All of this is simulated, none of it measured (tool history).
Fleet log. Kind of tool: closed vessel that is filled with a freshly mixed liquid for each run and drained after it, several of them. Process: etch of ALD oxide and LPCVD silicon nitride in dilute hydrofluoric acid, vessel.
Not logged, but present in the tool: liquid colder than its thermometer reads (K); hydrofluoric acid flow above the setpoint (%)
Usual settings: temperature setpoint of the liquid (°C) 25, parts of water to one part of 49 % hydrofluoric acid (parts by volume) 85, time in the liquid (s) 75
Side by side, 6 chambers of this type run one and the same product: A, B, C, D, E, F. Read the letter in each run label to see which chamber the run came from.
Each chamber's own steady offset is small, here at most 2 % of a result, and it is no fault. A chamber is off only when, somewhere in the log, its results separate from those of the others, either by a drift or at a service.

run,day,temperature setpoint of the liquid (°C),parts of water to one part of 49 % hydrofluoric acid (parts by volume),time in the liquid (s),hours since the thermometer was replaced,hours since the hydrofluoric acid flow meter was replaced,"read-back film thickness of the ALD oxide reference wafer, read on the same gauge (nm)","read-back film thickness of the LPCVD silicon nitride reference wafer, read on the same gauge (nm)",thickness taken off the ALD oxide on a monitor wafer (Å),thickness taken off the LPCVD silicon nitride on a monitor wafer (Å)
1B,0.333,25,85,75,1060.9,54.8,109.99,30.006,262.13,3.9278
2C,0.517,25,85,75,1277.1,1096.3,109.97,29.994,267.29,4.3585
# day 0.721: chamber D: hydrofluoric acid flow meter replaced
3F,0.925,25,85,75,1765.2,176.2,110,29.98,268.01,3.7104
4E,1.142,25,85,75,968.9,795.6,109.96,30.013,269.21,4.2882
5A,1.475,25,85,75,787.4,149,110.03,30.005,266.78,4.111
6D,1.808,20,105,75,2805.7,26.1,109.99,29.998,172.35,2.5735
7C,1.992,20,105,75,1312.5,1131.7,110,29.984,172.68,2.6606
8D,2.367,20,105,75,2819.1,39.5,109.98,30.015,173.2,2.5532
9A,2.675,20,105,75,816.2,177.8,110.02,30.01,172.85,2.4948
10B,3.079,20,105,75,1126.8,120.7,109.98,29.966,171.32,2.1016
11F,3.354,20,105,75,1823.5,234.5,109.97,29.993,176.26,2.5849
12E,3.588,25,85,60,1027.6,854.3,109.99,29.994,216.1,3.6412
13C,3.808,25,85,60,1356.1,1175.3,109.99,29.969,211.56,3.2676
14D,4.129,25,85,60,2861.4,81.8,110.03,29.988,214.2,3.6287
15E,4.475,25,85,60,1048.9,875.6,109.98,29.99,216.8,3.3917
16B,4.796,25,85,60,1168,161.9,110.03,30.003,205.83,3.4874
17F,5.004,25,85,60,1863.1,274.1,110.03,30.017,211.99,3.2395
18A,5.204,25,85,75,876.9,238.5,110.01,29.982,268.97,4.2984
19E,5.546,25,85,75,1074.6,901.3,109.99,29.951,280.8,4.3951
20F,5.917,25,85,75,1885,296,109.99,30.009,267.41,4.4435
# day 5.971: chamber D: thermometer replaced
21B,6.129,25,85,75,1200,193.9,109.99,29.954,262.58,4.1301
22D,6.421,25,85,75,10.8,136.8,109.99,30.016,266.65,4.3721
23A,6.758,25,85,75,914.2,275.8,109.99,29.966,271.28,4.0592
24C,7.104,25,85,75,1435.2,1254.4,110.01,30.007,266.75,4.5765
25D,7.338,25,85,75,32.8,158.8,109.99,30.061,269.58,4.2932
26B,7.588,25,85,75,1235,228.9,110,29.998,262.12,4.1283
27C,7.988,29,85,35,1456.4,1275.6,109.97,30.015,144.43,2.6085
28E,8.279,29,85,35,1140.2,966.9,110,30.019,155.38,2.8377
29A,8.558,29,85,35,957.4,319,110.02,30.016,145.28,2.3263
30F,8.758,29,85,35,1953.2,364.2,110.01,30.037,147.6,2.479
31E,9.088,29,85,35,1159.6,986.3,109.97,29.996,159.56,2.6367
32D,9.279,29,85,35,79.4,205.4,110,29.989,145.56,2.5402
33A,9.55,25,85,75,981.2,342.8,110,30.059,267.85,4.3305
34C,9.817,25,85,75,1500.3,1319.5,110,30.006,268.5,4.7657
35B,10.033,25,85,75,1293.7,287.6,110,30.006,262.11,4.4293
36F,10.238,25,85,75,1988.7,399.7,110.02,30.018,266.6,4.6967
37F,10.588,25,85,75,1997.1,408.1,110.01,29.982,269.67,4.3928

Each of the 6 chambers runs these same settings next. Fill in every chamber's results:
38A,10.883,25,85,105,,,,,?,?
38B,10.883,25,85,105,,,,,?,?
38C,10.883,25,85,105,,,,,?,?
38D,10.883,25,85,105,,,,,?,?
38E,10.883,25,85,105,,,,,?,?
38F,10.883,25,85,105,,,,,?,?

run,thickness taken off the ALD oxide on a monitor wafer (Å),thickness taken off the LPCVD silicon nitride on a monitor wafer (Å)
38A,375.48,6.3259
38B,364.88,5.6526
38C,370.18,6.3175
38D,376.07,5.8734
38E,408.82,6.7759
38F,373.29,5.9498
